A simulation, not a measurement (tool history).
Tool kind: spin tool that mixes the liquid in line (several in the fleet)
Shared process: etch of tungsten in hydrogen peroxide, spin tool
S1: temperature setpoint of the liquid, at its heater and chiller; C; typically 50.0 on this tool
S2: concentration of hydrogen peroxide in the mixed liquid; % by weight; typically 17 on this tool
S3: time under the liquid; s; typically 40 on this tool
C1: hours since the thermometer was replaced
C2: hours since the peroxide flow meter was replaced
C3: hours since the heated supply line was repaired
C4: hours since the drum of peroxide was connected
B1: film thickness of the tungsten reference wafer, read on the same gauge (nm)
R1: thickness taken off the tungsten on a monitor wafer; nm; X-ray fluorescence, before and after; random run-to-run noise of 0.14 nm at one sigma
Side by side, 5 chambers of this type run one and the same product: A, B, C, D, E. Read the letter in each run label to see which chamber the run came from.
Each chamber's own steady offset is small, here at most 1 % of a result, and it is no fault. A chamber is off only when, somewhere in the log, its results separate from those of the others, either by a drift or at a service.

| run | hour | S1 | S2 | S3 | C1 | C2 | C3 | C4 | B1 | R1 |
|---|---|---|---|---|---|---|---|---|---|---|
| 1D | 11.7 | 50.0 | 17 | 40 | 1112.7 | 1273.0 | 262.1 | 781.0 | 59.996 | 30.835 |
| 2E | 19.1 | 50.0 | 17 | 40 | 1233.9 | 222.2 | 1368.7 | 193.2 | 60.005 | 31.290 |
| 3C | 26.4 | 50.0 | 17 | 40 | 151.6 | 891.4 | 696.9 | 292.3 | 59.992 | 31.207 |
| 4B | 34.7 | 50.0 | 17 | 40 | 698.8 | 631.1 | 560.4 | 272.9 | 59.999 | 31.090 |
| 5A | 42.5 | 50.0 | 17 | 40 | 1353.9 | 1252.1 | 3032.1 | 1033.8 | 59.985 | 31.292 |
| 6A | 51.3 | 50.0 | 17 | 40 | 1362.7 | 1260.9 | 3040.9 | 1042.6 | 60.010 | 31.146 |
| 7E | 59.5 | 50.0 | 17 | 40 | 1274.3 | 262.6 | 1409.1 | 233.6 | 59.968 | 31.322 |
| 8D | 67.0 | 41.5 | 17 | 40 | 1168.0 | 1328.3 | 317.4 | 836.3 | 59.966 | 18.033 |
| 9B | 73.9 | 41.5 | 17 | 40 | 738.0 | 670.3 | 599.6 | 312.1 | 60.029 | 18.193 |
|  | 74.8 | chamber B: new drum of peroxide connected |
| 10C | 81.5 | 41.5 | 17 | 40 | 206.7 | 946.5 | 752.0 | 347.4 | 60.035 | 18.223 |
| 11E | 92.6 | 41.5 | 17 | 40 | 1307.4 | 295.7 | 1442.2 | 266.7 | 60.002 | 18.330 |
|  | 99.9 | chamber A: thermometer replaced |
| 12C | 100.5 | 41.5 | 17 | 40 | 225.7 | 965.5 | 771.0 | 366.4 | 59.990 | 18.328 |
|  | 104.5 | chamber E: new drum of peroxide connected |
| 13D | 111.6 | 50.0 | 17 | 40 | 1212.6 | 1372.9 | 362.0 | 880.9 | 60.008 | 30.678 |
| 14B | 117.8 | 50.0 | 17 | 40 | 781.9 | 714.2 | 643.5 | 43.0 | 60.019 | 30.981 |
| 15A | 124.0 | 50.0 | 17 | 40 | 24.2 | 1333.6 | 3113.6 | 1115.3 | 59.998 | 31.597 |
| 16E | 135.6 | 50.0 | 17 | 40 | 1350.4 | 338.7 | 1485.2 | 31.2 | 60.008 | 31.191 |
| 17A | 143.6 | 50.0 | 17 | 40 | 43.8 | 1353.2 | 3133.2 | 1134.9 | 59.992 | 31.288 |
| 18D | 155.3 | 50.0 | 17 | 40 | 1256.3 | 1416.6 | 405.7 | 924.6 | 60.010 | 30.851 |
| 19C | 165.0 | 50.0 | 17 | 40 | 290.2 | 1030.0 | 835.5 | 430.9 | 59.989 | 31.115 |
| 20B | 174.2 | 50.0 | 17 | 40 | 838.3 | 770.6 | 699.9 | 99.4 | 60.018 | 31.352 |
| 21D | 184.5 | 50.0 | 20 | 50 | 1285.5 | 1445.8 | 434.9 | 953.8 | 60.006 | 41.122 |
| 22E | 196.0 | 50.0 | 20 | 50 | 1410.8 | 399.1 | 1545.6 | 91.6 | 60.015 | 42.896 |
| 23B | 204.6 | 50.0 | 20 | 50 | 868.7 | 801.0 | 730.3 | 129.8 | 59.989 | 41.925 |
| 24A | 210.2 | 50.0 | 20 | 50 | 110.4 | 1419.8 | 3199.8 | 1201.5 | 59.969 | 42.322 |
| 25C | 221.7 | 50.0 | 20 | 50 | 346.9 | 1086.7 | 892.2 | 487.6 | 59.995 | 42.063 |
| 26C | 226.9 | 50.0 | 17 | 40 | 352.1 | 1091.9 | 897.4 | 492.8 | 59.994 | 31.119 |
|  | 228.1 | chamber B: heated supply line repaired |
| 27D | 235.4 | 50.0 | 17 | 40 | 1336.4 | 1496.7 | 485.8 | 1004.7 | 59.996 | 30.385 |
| 28E | 247.5 | 50.0 | 15 | 40 | 1462.3 | 450.6 | 1597.1 | 143.1 | 60.004 | 29.337 |
| 29B | 256.1 | 50.0 | 15 | 40 | 920.2 | 852.5 | 28.1 | 181.3 | 59.998 | 28.978 |
|  | 261.1 | chamber B: peroxide flow meter replaced |
| 30A | 264.9 | 50.0 | 15 | 40 | 165.1 | 1474.5 | 3254.5 | 1256.2 | 59.964 | 29.720 |
| 31C | 274.2 | 50.0 | 15 | 40 | 399.4 | 1139.2 | 944.7 | 540.1 | 60.015 | 29.088 |
| 32E | 282.3 | 50.0 | 15 | 40 | 1497.1 | 485.4 | 1631.9 | 177.9 | 60.023 | 29.421 |
| 33B | 292.1 | 50.0 | 17 | 40 | 956.2 | 31.1 | 64.1 | 217.3 | 60.011 | 31.365 |
|  | 301.4 | chamber D: peroxide flow meter replaced |
| 34A | 302.9 | 50.0 | 17 | 40 | 203.1 | 1512.5 | 3292.5 | 1294.2 | 59.988 | 31.544 |
| 35D | 314.0 | 50.0 | 17 | 40 | 1415.0 | 12.7 | 564.4 | 1083.3 | 59.999 | 29.958 |
| 36A | 325.1 | 50.0 | 17 | 40 | 225.3 | 1534.7 | 3314.7 | 1316.4 | 59.999 | 31.261 |
| 37D | 335.5 | 50.0 | 17 | 40 | 1436.5 | 34.2 | 585.9 | 1104.8 | 60.012 | 29.806 |
| 38E | 341.2 | 50.0 | 17 | 40 | 1556.0 | 544.3 | 1690.8 | 236.8 | 60.002 | 31.120 |
| 39B | 350.0 | 50.0 | 17 | 40 | 1014.1 | 89.0 | 122.0 | 275.2 | 60.016 | 31.371 |

Does one chamber stand apart from the rest, does the shared gauge drift, or is all well apart from small per-chamber offsets? Give the chamber and the most likely cause, where there is one.

It is chamber D that slowly wanders off from its peers.
Likeliest cause: temperature lost on the way to the wafer (K) = 0.578.
With only this log, it may be confused with: liquid colder than its thermometer reads (K); peroxide weaker than its label (%).

Chamber D could run next with any of the 4 candidate recipes listed below; each alters the usual settings, and their results appear as question marks. Which one brings its results back in line with what the other chambers deliver on the usual settings?
Counts as in line when no further than this from what the other chambers average on the usual settings: R1 0.490 nm
| 40D-1 | 358.6 | 50.0 | 19.5 | 40 |  |  |  |  |  | ? |
| 40D-2 | 358.6 | 50.0 | 15.5 | 40 |  |  |  |  |  | ? |
| 40D-3 | 358.6 | 50.0 | 18.5 | 40 |  |  |  |  |  | ? |
| 40D-4 | 358.6 | 50.0 | 14.5 | 40 |  |  |  |  |  | ? |

Average result of the remaining chambers running the usual settings: R1 31.229 nm
| run | R1 |
|---|---|
| 40D-1 | 31.887 |
| 40D-2 | 28.414 |
| 40D-3 | 31.055 |
| 40D-4 | 27.478 |
Change 40D-3 lands the chamber within the allowed miss of the other chambers.
